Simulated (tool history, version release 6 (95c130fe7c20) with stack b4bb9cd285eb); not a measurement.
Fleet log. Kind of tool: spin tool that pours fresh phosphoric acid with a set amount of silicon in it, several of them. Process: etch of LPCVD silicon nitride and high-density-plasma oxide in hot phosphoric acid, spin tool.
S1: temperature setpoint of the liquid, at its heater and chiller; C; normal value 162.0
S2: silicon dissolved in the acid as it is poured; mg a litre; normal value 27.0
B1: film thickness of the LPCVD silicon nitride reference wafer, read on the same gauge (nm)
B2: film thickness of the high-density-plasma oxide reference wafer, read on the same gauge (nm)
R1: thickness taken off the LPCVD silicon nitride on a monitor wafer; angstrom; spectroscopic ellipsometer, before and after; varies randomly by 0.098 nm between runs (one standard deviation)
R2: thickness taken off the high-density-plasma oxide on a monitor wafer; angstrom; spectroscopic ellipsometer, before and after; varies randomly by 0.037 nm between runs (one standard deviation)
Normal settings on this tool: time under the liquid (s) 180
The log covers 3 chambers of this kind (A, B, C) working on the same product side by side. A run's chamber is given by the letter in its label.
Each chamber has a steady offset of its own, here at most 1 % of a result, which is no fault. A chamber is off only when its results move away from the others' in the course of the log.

{"run": "1C", "day": 0.421, "S1": 162.0, "S2": 27.0, "time under the liquid (s)": 180, "B1": 110.0, "B2": 150.02, "R1": 162.66, "R2": 1.7049}
{"run": "2A", "day": 0.921, "S1": 162.0, "S2": 27.0, "time under the liquid (s)": 180, "B1": 110.01, "B2": 149.97, "R1": 162.81, "R2": 1.8829}
{"run": "3B", "day": 1.233, "S1": 162.0, "S2": 27.0, "time under the liquid (s)": 180, "B1": 110.0, "B2": 149.99, "R1": 158.41, "R2": 2.2891}
{"run": "4C", "day": 1.658, "S1": 162.0, "S2": 27.0, "time under the liquid (s)": 180, "B1": 110.02, "B2": 150.0, "R1": 161.7, "R2": 1.5044}
{"run": "5B", "day": 2.096, "S1": 162.0, "S2": 27.0, "time under the liquid (s)": 180, "B1": 109.98, "B2": 150.0, "R1": 162.35, "R2": 1.8246}
{"run": "6A", "day": 2.638, "S1": 162.0, "S2": 18.0, "time under the liquid (s)": 180, "B1": 110.0, "B2": 150.01, "R1": 160.86, "R2": 2.8635}
{"run": "7B", "day": 3.179, "S1": 162.0, "S2": 18.0, "time under the liquid (s)": 180, "B1": 110.0, "B2": 150.01, "R1": 160.7, "R2": 2.9327}
{"run": "8A", "day": 3.479, "S1": 162.0, "S2": 18.0, "time under the liquid (s)": 180, "B1": 110.02, "B2": 149.99, "R1": 160.31, "R2": 3.2667}
{"day": 3.725, "done": "chamber C: heated supply line repaired"}
{"run": "9C", "day": 4.025, "S1": 162.0, "S2": 27.0, "time under the liquid (s)": 180, "B1": 110.0, "B2": 149.98, "R1": 160.92, "R2": 2.5857}
{"run": "10A", "day": 4.592, "S1": 162.0, "S2": 27.0, "time under the liquid (s)": 180, "B1": 109.99, "B2": 149.98, "R1": 160.01, "R2": 2.7133}
{"run": "11C", "day": 4.958, "S1": 162.0, "S2": 27.0, "time under the liquid (s)": 180, "B1": 110.0, "B2": 149.99, "R1": 161.79, "R2": 2.5567}
{"run": "12B", "day": 5.533, "S1": 162.0, "S2": 27.0, "time under the liquid (s)": 180, "B1": 110.0, "B2": 150.0, "R1": 158.4, "R2": 1.8868}
{"run": "13C", "day": 5.904, "S1": 162.0, "S2": 27.0, "time under the liquid (s)": 180, "B1": 110.01, "B2": 150.0, "R1": 162.45, "R2": 2.2621}
{"run": "14A", "day": 6.392, "S1": 162.0, "S2": 27.0, "time under the liquid (s)": 180, "B1": 110.01, "B2": 150.02, "R1": 161.68, "R2": 1.607}
{"run": "15B", "day": 6.758, "S1": 162.0, "S2": 27.0, "time under the liquid (s)": 180, "B1": 110.0, "B2": 150.0, "R1": 160.31, "R2": 2.2621}
{"run": "16A", "day": 7.05, "S1": 163.5, "S2": 27.0, "time under the liquid (s)": 235, "B1": 110.02, "B2": 150.0, "R1": 220.56, "R2": 3.286}
{"run": "17B", "day": 7.45, "S1": 163.5, "S2": 27.0, "time under the liquid (s)": 235, "B1": 110.0, "B2": 149.98, "R1": 222.57, "R2": 2.754}
{"day": 7.675, "done": "chamber B: thermometer replaced"}
{"run": "18C", "day": 7.788, "S1": 163.5, "S2": 27.0, "time under the liquid (s)": 235, "B1": 109.98, "B2": 150.02, "R1": 220.57, "R2": 3.3185}
{"run": "19A", "day": 8.1, "S1": 163.0, "S2": 13.5, "time under the liquid (s)": 180, "B1": 109.99, "B2": 150.0, "R1": 165.77, "R2": 3.0154}
{"run": "20B", "day": 8.575, "S1": 163.0, "S2": 13.5, "time under the liquid (s)": 180, "B1": 110.01, "B2": 149.99, "R1": 165.42, "R2": 2.2915}
{"run": "21C", "day": 8.971, "S1": 163.0, "S2": 13.5, "time under the liquid (s)": 180, "B1": 110.02, "B2": 150.0, "R1": 167.98, "R2": 3.5375}
{"run": "22A", "day": 9.496, "S1": 162.0, "S2": 27.0, "time under the liquid (s)": 180, "B1": 110.02, "B2": 150.01, "R1": 159.91, "R2": 1.8899}
{"run": "23C", "day": 9.988, "S1": 162.0, "S2": 27.0, "time under the liquid (s)": 180, "B1": 110.0, "B2": 150.0, "R1": 161.01, "R2": 2.1919}
{"run": "24B", "day": 10.271, "S1": 162.0, "S2": 27.0, "time under the liquid (s)": 180, "B1": 109.99, "B2": 150.0, "R1": 161.93, "R2": 2.4152}
{"run": "25A", "day": 10.638, "S1": 162.0, "S2": 27.0, "time under the liquid (s)": 180, "B1": 109.99, "B2": 150.01, "R1": 160.97, "R2": 1.4274}
{"run": "26C", "day": 11.104, "S1": 162.0, "S2": 39.0, "time under the liquid (s)": 135, "B1": 110.01, "B2": 150.01, "R1": 120.71, "R2": 0.68014}
{"run": "27B", "day": 11.508, "S1": 162.0, "S2": 39.0, "time under the liquid (s)": 135, "B1": 110.01, "B2": 150.01, "R1": 120.09, "R2": 1.0153}
{"run": "28B", "day": 11.858, "S1": 162.0, "S2": 39.0, "time under the liquid (s)": 135, "B1": 110.0, "B2": 150.0, "R1": 120.11, "R2": 0.76496}
{"run": "29C", "day": 12.321, "S1": 162.0, "S2": 27.0, "time under the liquid (s)": 180, "B1": 110.0, "B2": 150.01, "R1": 160.82, "R2": 2.1138}
{"run": "30A", "day": 12.867, "S1": 162.0, "S2": 27.0, "time under the liquid (s)": 180, "B1": 109.98, "B2": 149.99, "R1": 162.22, "R2": 2.2133}
{"run": "31B", "day": 13.3, "S1": 162.0, "S2": 27.0, "time under the liquid (s)": 180, "B1": 110.0, "B2": 150.03, "R1": 159.73, "R2": 1.7002}
{"run": "32A", "day": 13.708, "S1": 162.0, "S2": 27.0, "time under the liquid (s)": 180, "B1": 110.0, "B2": 150.01, "R1": 160.17, "R2": 1.7308}
{"run": "33C", "day": 14.171, "S1": 162.0, "S2": 27.0, "time under the liquid (s)": 180, "B1": 110.01, "B2": 150.0, "R1": 160.78, "R2": 1.9368}
{"run": "34A", "day": 14.721, "S1": 162.0, "S2": 27.0, "time under the liquid (s)": 180, "B1": 110.0, "B2": 150.02, "R1": 161.89, "R2": 1.802}
{"run": "35B", "day": 15.15, "S1": 162.0, "S2": 27.0, "time under the liquid (s)": 180, "B1": 110.0, "B2": 150.01, "R1": 160.36, "R2": 2.5007}
{"run": "36C", "day": 15.525, "S1": 162.0, "S2": 27.0, "time under the liquid (s)": 180, "B1": 110.01, "B2": 149.99, "R1": 161.12, "R2": 2.3409}

Each of the 3 chambers runs these same settings next. Fill in every chamber's results:
{"run": "37A", "day": 15.975, "S1": 162.0, "S2": 46.0, "time under the liquid (s)": 180, "R1": "?", "R2": "?"}
{"run": "37B", "day": 15.975, "S1": 162.0, "S2": 46.0, "time under the liquid (s)": 180, "R1": "?", "R2": "?"}
{"run": "37C", "day": 15.975, "S1": 162.0, "S2": 46.0, "time under the liquid (s)": 180, "R1": "?", "R2": "?"}

run=37A R1=160.97 R2=0.65842
run=37B R1=159.57 R2=0.82271
run=37C R1=162.69 R2=0.74810
